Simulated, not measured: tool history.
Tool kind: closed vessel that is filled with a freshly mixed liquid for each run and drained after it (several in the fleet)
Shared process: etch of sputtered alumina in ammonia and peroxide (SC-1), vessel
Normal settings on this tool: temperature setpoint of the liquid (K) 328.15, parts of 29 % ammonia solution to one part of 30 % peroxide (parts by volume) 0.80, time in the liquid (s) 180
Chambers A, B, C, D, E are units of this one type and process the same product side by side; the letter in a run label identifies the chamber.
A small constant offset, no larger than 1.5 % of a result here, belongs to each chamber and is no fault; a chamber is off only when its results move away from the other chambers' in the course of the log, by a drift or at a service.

run   hour  temperature setpoint of the liquid (K)  parts of 29 % ammonia solution to one part of 30 % peroxide (parts by volume)  time in the liquid (s)  hours since the thermometer was replaced  hours since the ammonia flow meter was replaced  hours since the drum of ammonia solution was connected  read-back film thickness of the sputtered alumina reference wafer, read on the same gauge (nm)  thickness taken off the sputtered alumina on a monitor wafer (angstrom)
 1C    5.4                                  328.15                                                                           0.80                     180                                    1653.1                                           1472.1                                                    11.8                                                                                          129.99                                                                   73.244
 2D   10.2                                  328.15                                                                           0.80                     180                                    1523.8                                            697.5                                                   239.6                                                                                          129.98                                                                   74.894
      11.7  -- chamber C: ammonia flow meter replaced
 3E   15.1                                  328.15                                                                           0.80                     180                                     862.9                                            397.5                                                   364.5                                                                                          129.98                                                                   74.570
 4B   19.1                                  328.15                                                                           0.80                     180                                      67.2                                            660.4                                                   791.4                                                                                          130.02                                                                   75.364
 5A   22.4                                  328.15                                                                           0.80                     180                                    1489.9                                           1096.7                                                   193.2                                                                                          129.97                                                                   74.399
 6C   26.4                                  328.15                                                                           0.80                     180                                    1674.1                                             14.7                                                    32.8                                                                                          129.97                                                                   73.216
 7D   29.1                                  328.15                                                                           0.80                     180                                    1542.7                                            716.4                                                   258.5                                                                                          130.01                                                                   75.971
 8A   31.6                                  328.15                                                                           0.80                     180                                    1499.1                                           1105.9                                                   202.4                                                                                          129.98                                                                   73.355
 9B   35.1                                  328.15                                                                           0.80                     180                                      83.2                                            676.4                                                   807.4                                                                                          130.05                                                                   74.053
10E   38.2                                  328.15                                                                           0.80                     235                                     886.0                                            420.6                                                   387.6                                                                                          129.95                                                                   96.772
11B   42.7                                  328.15                                                                           0.80                     235                                      90.8                                            684.0                                                   815.0                                                                                          130.01                                                                   95.248
12A   47.5                                  328.15                                                                           0.80                     235                                    1515.0                                           1121.8                                                   218.3                                                                                          130.00                                                                   96.445
      50.5  -- chamber C: thermometer replaced
13D   51.1                                  328.15                                                                           0.80                     235                                    1564.7                                            738.4                                                   280.5                                                                                          130.00                                                                   96.073
14C   55.0                                  328.15                                                                           0.80                     235                                       4.6                                             43.3                                                    61.4                                                                                          129.96                                                                   94.478
15E   59.8                                  328.15                                                                           0.80                     180                                     907.6                                            442.2                                                   409.2                                                                                          130.00                                                                   73.259
16B   63.7                                  328.15                                                                           0.80                     180                                     111.8                                            705.0                                                   836.0                                                                                          130.01                                                                   73.704
17A   68.3                                  328.15                                                                           0.65                     180                                    1535.8                                           1142.6                                                   239.1                                                                                          129.98                                                                   73.783
18D   70.7                                  328.15                                                                           0.65                     180                                    1584.3                                            758.0                                                   300.1                                                                                          129.99                                                                   72.208
      72.5  -- chamber D: thermometer replaced
19C   75.2                                  328.15                                                                           0.65                     180                                      24.8                                             63.5                                                    81.6                                                                                          129.96                                                                   71.594
20E   79.1                                  328.15                                                                           0.65                     180                                     926.9                                            461.5                                                   428.5                                                                                          130.00                                                                   72.609
21C   82.8                                  328.15                                                                           0.65                     180                                      32.4                                             71.1                                                    89.2                                                                                          130.00                                                                   73.078
22B   87.0                                  332.15                                                                           0.80                      80                                     135.1                                            728.3                                                   859.3                                                                                          130.05                                                                   40.154
23D   89.6                                  332.15                                                                           0.80                      80                                      17.2                                            776.9                                                   319.0                                                                                          129.99                                                                   41.628
24A   93.0                                  332.15                                                                           0.80                      80                                    1560.5                                           1167.3                                                   263.8                                                                                          129.97                                                                   41.616
25E   97.5                                  332.15                                                                           0.80                      80                                     945.3                                            479.9                                                   446.9                                                                                          129.98                                                                   40.959
26B  103.0                                  332.15                                                                           0.80                      80                                     151.1                                            744.3                                                   875.3                                                                                          130.03                                                                   40.275
27E  107.8                                  328.15                                                                           0.80                     180                                     955.6                                            490.2                                                   457.2                                                                                          129.96                                                                   74.112
28C  112.2                                  328.15                                                                           0.80                     180                                      61.8                                            100.5                                                   118.6                                                                                          130.03                                                                   72.384
29D  117.4                                  328.15                                                                           0.80                     180                                      45.0                                            804.7                                                   346.8                                                                                          130.01                                                                   74.989
30A  120.3                                  328.15                                                                           0.80                     180                                    1587.8                                           1194.6                                                   291.1                                                                                          130.03                                                                   78.705
31B  125.2                                  328.15                                                                           0.80                     180                                     173.3                                            766.5                                                   897.5                                                                                          130.00                                                                   74.182
32D  129.3                                  328.15                                                                           0.80                     180                                      56.9                                            816.6                                                   358.7                                                                                          129.97                                                                   75.807
33A  132.2                                  328.15                                                                           0.80                     180                                    1599.7                                           1206.5                                                   303.0                                                                                          130.00                                                                   78.380
34C  135.6                                  323.15                                                                           0.80                     220                                      85.2                                            123.9                                                   142.0                                                                                          130.00                                                                   68.798
35E  138.5                                  323.15                                                                           0.80                     220                                     986.3                                            520.9                                                   487.9                                                                                          129.99                                                                   70.169
36B  142.1                                  323.15                                                                           0.80                     220                                     190.2                                            783.4                                                   914.4                                                                                          129.98                                                                   68.715
37C  145.0                                  323.15                                                                           0.80                     220                                      94.6                                            133.3                                                   151.4                                                                                          130.00                                                                   67.942

Each of the 5 chambers runs these same settings next. Fill in every chamber's results:
38A  149.0                                  332.65                                                                           0.80                     180                                                                                                                                                                                                                                                                                                                           ?
38B  149.0                                  332.65                                                                           0.80                     180                                                                                                                                                                                                                                                                                                                           ?
38C  149.0                                  332.65                                                                           0.80                     180                                                                                                                                                                                                                                                                                                                           ?
38D  149.0                                  332.65                                                                           0.80                     180                                                                                                                                                                                                                                                                                                                           ?
38E  149.0                                  332.65                                                                           0.80                     180                                                                                                                                                                                                                                                                                                                           ?

run  thickness taken off the sputtered alumina on a monitor wafer (angstrom)
38A                                                                  101.500
38B                                                                   93.601
38C                                                                   91.251
38D                                                                   94.300
38E                                                                   93.628

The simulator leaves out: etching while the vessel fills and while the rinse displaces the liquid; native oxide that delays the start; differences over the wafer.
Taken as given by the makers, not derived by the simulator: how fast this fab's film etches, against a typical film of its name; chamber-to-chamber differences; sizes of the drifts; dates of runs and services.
